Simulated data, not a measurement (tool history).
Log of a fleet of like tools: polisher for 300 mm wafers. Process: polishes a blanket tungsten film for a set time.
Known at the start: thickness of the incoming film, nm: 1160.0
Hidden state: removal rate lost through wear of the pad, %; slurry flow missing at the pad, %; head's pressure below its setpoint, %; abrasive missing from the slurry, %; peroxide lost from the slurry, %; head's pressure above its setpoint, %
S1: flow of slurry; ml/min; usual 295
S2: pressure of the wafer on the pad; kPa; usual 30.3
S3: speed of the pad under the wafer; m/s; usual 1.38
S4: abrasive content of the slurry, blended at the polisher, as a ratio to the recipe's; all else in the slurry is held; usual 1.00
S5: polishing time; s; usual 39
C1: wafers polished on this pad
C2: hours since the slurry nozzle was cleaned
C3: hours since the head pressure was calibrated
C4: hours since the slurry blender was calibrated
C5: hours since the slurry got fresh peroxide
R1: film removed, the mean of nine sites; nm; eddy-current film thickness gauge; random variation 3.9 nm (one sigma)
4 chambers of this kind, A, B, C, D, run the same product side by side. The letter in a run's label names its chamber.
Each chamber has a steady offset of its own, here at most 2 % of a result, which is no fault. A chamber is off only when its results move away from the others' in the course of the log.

run,hour,S1,S2,S3,S4,S5,C1,C2,C3,C4,C5,R1
1D,5.3,295,30.3,1.38,1.00,39,426,571.5,487.3,11.4,125.6,341.81
# hour 7.8: chamber D: slurry tank refilled with fresh slurry and peroxide
2C,11.3,295,30.3,1.38,1.00,39,211,254.1,246.9,77.1,29.5,339.90
3B,15.1,295,30.3,1.38,1.00,39,851,281.6,62.3,259.3,44.0,336.60
4A,18.9,295,30.3,1.38,1.00,39,950,259.9,456.8,44.2,140.5,345.73
# hour 19.0: chamber A: worn pad replaced by a new one
5C,24.1,295,30.3,1.38,1.00,39,349,266.9,259.7,89.9,42.3,334.49
# hour 27.4: chamber A: slurry tank refilled with fresh slurry and peroxide
6D,29.7,295,30.3,1.38,1.00,39,690,595.9,511.7,35.8,22.0,340.07
7A,35.3,295,30.3,1.38,1.00,39,176,276.3,473.2,60.6,7.9,342.32
8B,42.2,295,30.3,1.38,1.00,39,1143,308.7,89.4,286.4,71.1,339.66
9D,45.7,295,30.3,1.38,1.00,39,863,611.9,527.7,51.8,38.0,343.47
# hour 48.1: chamber C: worn pad replaced by a new one
10B,50.7,295,23.4,0.96,1.00,39,1235,317.2,97.9,294.9,79.6,183.75
# hour 53.5: chamber D: head pressure recalibrated
# hour 55.6: chamber D: worn pad replaced by a new one
11C,56.5,295,23.4,0.96,1.00,39,90,299.3,292.1,122.3,74.7,182.48
12A,63.4,295,23.4,0.96,1.00,39,480,304.4,501.3,88.7,36.0,182.18
13B,69.4,295,23.4,0.96,1.00,39,1437,335.9,116.6,313.6,98.3,182.26
# hour 72.7: chamber B: worn pad replaced by a new one
14A,74.8,295,30.3,1.38,1.00,39,603,315.8,512.7,100.1,47.4,346.28
15D,78.8,295,30.3,1.38,1.00,39,250,645.0,25.3,84.9,71.1,303.55
16C,85.1,295,30.3,1.38,1.00,39,399,327.9,320.7,150.9,103.3,340.66
17A,88.6,295,30.3,1.38,1.00,39,752,329.6,526.5,113.9,61.2,348.85
# hour 89.5: chamber B: slurry tank refilled with fresh slurry and peroxide
# hour 90.7: chamber C: slurry blender recalibrated
# hour 91.3: chamber A: worn pad replaced by a new one
18B,94.1,295,30.3,1.38,1.00,39,231,360.6,141.3,338.3,4.6,340.44
# hour 95.7: chamber C: slurry tank refilled with fresh slurry and peroxide
# hour 100.3: chamber D: slurry nozzle cleaned
19D,101.5,295,30.3,1.38,1.00,39,495,1.2,48.0,107.6,93.8,304.59
20C,107.3,295,30.3,1.08,1.00,39,639,350.1,342.9,16.7,11.6,265.03
# hour 112.6: chamber C: worn pad replaced by a new one
21D,114.5,295,30.3,1.08,1.00,39,636,14.2,61.0,120.6,106.8,235.89
22A,117.9,295,30.3,1.08,1.00,39,287,358.9,555.8,143.2,90.5,266.21
23C,122.9,295,30.3,1.08,1.00,39,111,365.7,358.5,32.3,27.2,269.76
24B,130.3,295,30.3,1.38,1.00,39,622,396.8,177.5,374.5,40.8,337.92
25C,134.6,365,30.3,1.38,1.00,39,238,377.4,370.2,44.0,38.9,347.08
26B,138.2,365,30.3,1.38,1.00,39,707,404.7,185.4,382.4,48.7,342.44
# hour 139.3: chamber D: slurry tank refilled with fresh slurry and peroxide
27A,141.9,365,30.3,1.38,1.00,39,547,382.9,579.8,167.2,114.5,352.44
# hour 144.3: chamber D: worn pad replaced by a new one
# hour 144.9: chamber C: slurry nozzle cleaned
28D,147.3,365,30.3,1.38,1.00,39,32,47.0,93.8,153.4,8.0,309.93
29A,153.1,295,30.3,1.38,1.00,39,667,394.1,591.0,178.4,125.7,346.75
30C,158.2,295,39.3,1.38,0.85,39,492,13.4,393.8,67.6,62.5,424.02

Next, every chamber runs the same settings. What will each give?
31A,163.5,295,22.8,1.38,1.00,39,,,,,,?
31B,163.5,295,22.8,1.38,1.00,39,,,,,,?
31C,163.5,295,22.8,1.38,1.00,39,,,,,,?
31D,163.5,295,22.8,1.38,1.00,39,,,,,,?

run,R1
31A,260.65
31B,253.43
31C,261.24
31D,230.31
